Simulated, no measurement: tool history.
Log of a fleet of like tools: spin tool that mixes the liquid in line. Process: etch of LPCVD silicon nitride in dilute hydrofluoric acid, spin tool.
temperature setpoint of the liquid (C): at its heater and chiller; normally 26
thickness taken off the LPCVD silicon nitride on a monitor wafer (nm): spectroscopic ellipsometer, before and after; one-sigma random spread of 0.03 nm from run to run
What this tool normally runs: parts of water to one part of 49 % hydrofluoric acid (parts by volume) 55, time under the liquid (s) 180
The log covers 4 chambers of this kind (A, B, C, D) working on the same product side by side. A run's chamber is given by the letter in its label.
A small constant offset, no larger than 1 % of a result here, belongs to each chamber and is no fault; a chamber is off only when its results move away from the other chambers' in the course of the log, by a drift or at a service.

run	hour	temperature setpoint of the liquid (C)	parts of water to one part of 49 % hydrofluoric acid (parts by volume)	time under the liquid (s)	hours since the thermometer was replaced	hours since the hydrofluoric acid flow meter was replaced	read-back film thickness of the LPCVD silicon nitride reference wafer, read on the same gauge (nm)	thickness taken off the LPCVD silicon nitride on a monitor wafer (nm)
1C	3	26	55	180	937.2	494.4	49.987	1.7284
2A	6.4	26	55	180	48.3	855.9	50.015	1.798
3D	9	26	55	180	2005.9	731.3	49.978	1.7229
4B	11.6	26	55	180	462.9	481.1	50.001	1.7521
5B	15.7	26	55	180	467	485.2	49.989	1.7431
6D	18.7	26	55	180	2015.6	741	49.976	1.7661
7C	22.3	26	55	180	956.5	513.7	50.004	1.7098
8A	26.4	26	55	180	68.3	875.9	49.992	1.7435
9A	28.7	26	55	180	70.6	878.2	50.008	1.7876
10D	31	26	55	225	2027.9	753.3	50.004	2.214
# hour 32.7: chamber D: thermometer replaced
11B	33.4	26	55	225	484.7	502.9	49.995	2.1644
12C	37.4	26	55	225	971.6	528.8	50.012	2.1293
13B	40.5	26	55	225	491.8	510	49.98	2.2807
14D	42.8	26	55	180	10.2	765.1	50.01	1.8036
15C	45.2	26	55	180	979.4	536.6	49.99	1.6227
16A	48.5	26	55	180	90.4	898	49.979	1.6972
17D	51.3	26	55	180	18.7	773.6	49.99	1.743
18A	53.8	26	55	180	95.7	903.3	49.988	1.7814
19C	56.7	21	55	230	990.9	548.1	49.993	1.4444
20B	60.1	21	55	230	511.4	529.6	50.004	1.6024
21B	62.6	21	55	230	513.9	532.1	50.008	1.5869
22A	66.7	21	55	230	108.6	916.2	50.013	1.5937
23D	70.2	26	55	180	37.6	792.5	50.004	1.7299
24C	72.6	26	35	225	1006.8	564	49.993	2.9526

What goes on in this fleet: one chamber off, a drifting gauge, or nothing beyond the chambers' own small offsets? Name the chamber and the cause, if any.

One chamber, C, drifts off from the rest bit by bit.
Cause: liquid colder than its thermometer reads (K) = 2.13.
The log might look much the same if the cause were instead: hydrofluoric acid flow below the setpoint (%).

Here are 4 candidates for chamber C's next run, each the usual settings with a change, their results left as question marks. Which one brings its results back in line with what the others give on the usual settings?
Allowed miss from the other chambers' usual-settings mean, per result, to count as in line: thickness taken off the LPCVD silicon nitride on a monitor wafer (nm) 0.1
25C-1	75.6	26	55	185				?
25C-2	75.6	26	60	165				?
25C-3	75.6	26	50	195				?
25C-4	75.6	25.5	55	180				?

Mean of the other chambers on the usual settings: thickness taken off the LPCVD silicon nitride on a monitor wafer (nm) 1.7519
run	thickness taken off the LPCVD silicon nitride on a monitor wafer (nm)
25C-1	1.5452
25C-2	1.2668
25C-3	1.7853
25C-4	1.4535
Change 25C-3 lands the chamber within the allowed miss of the other chambers.
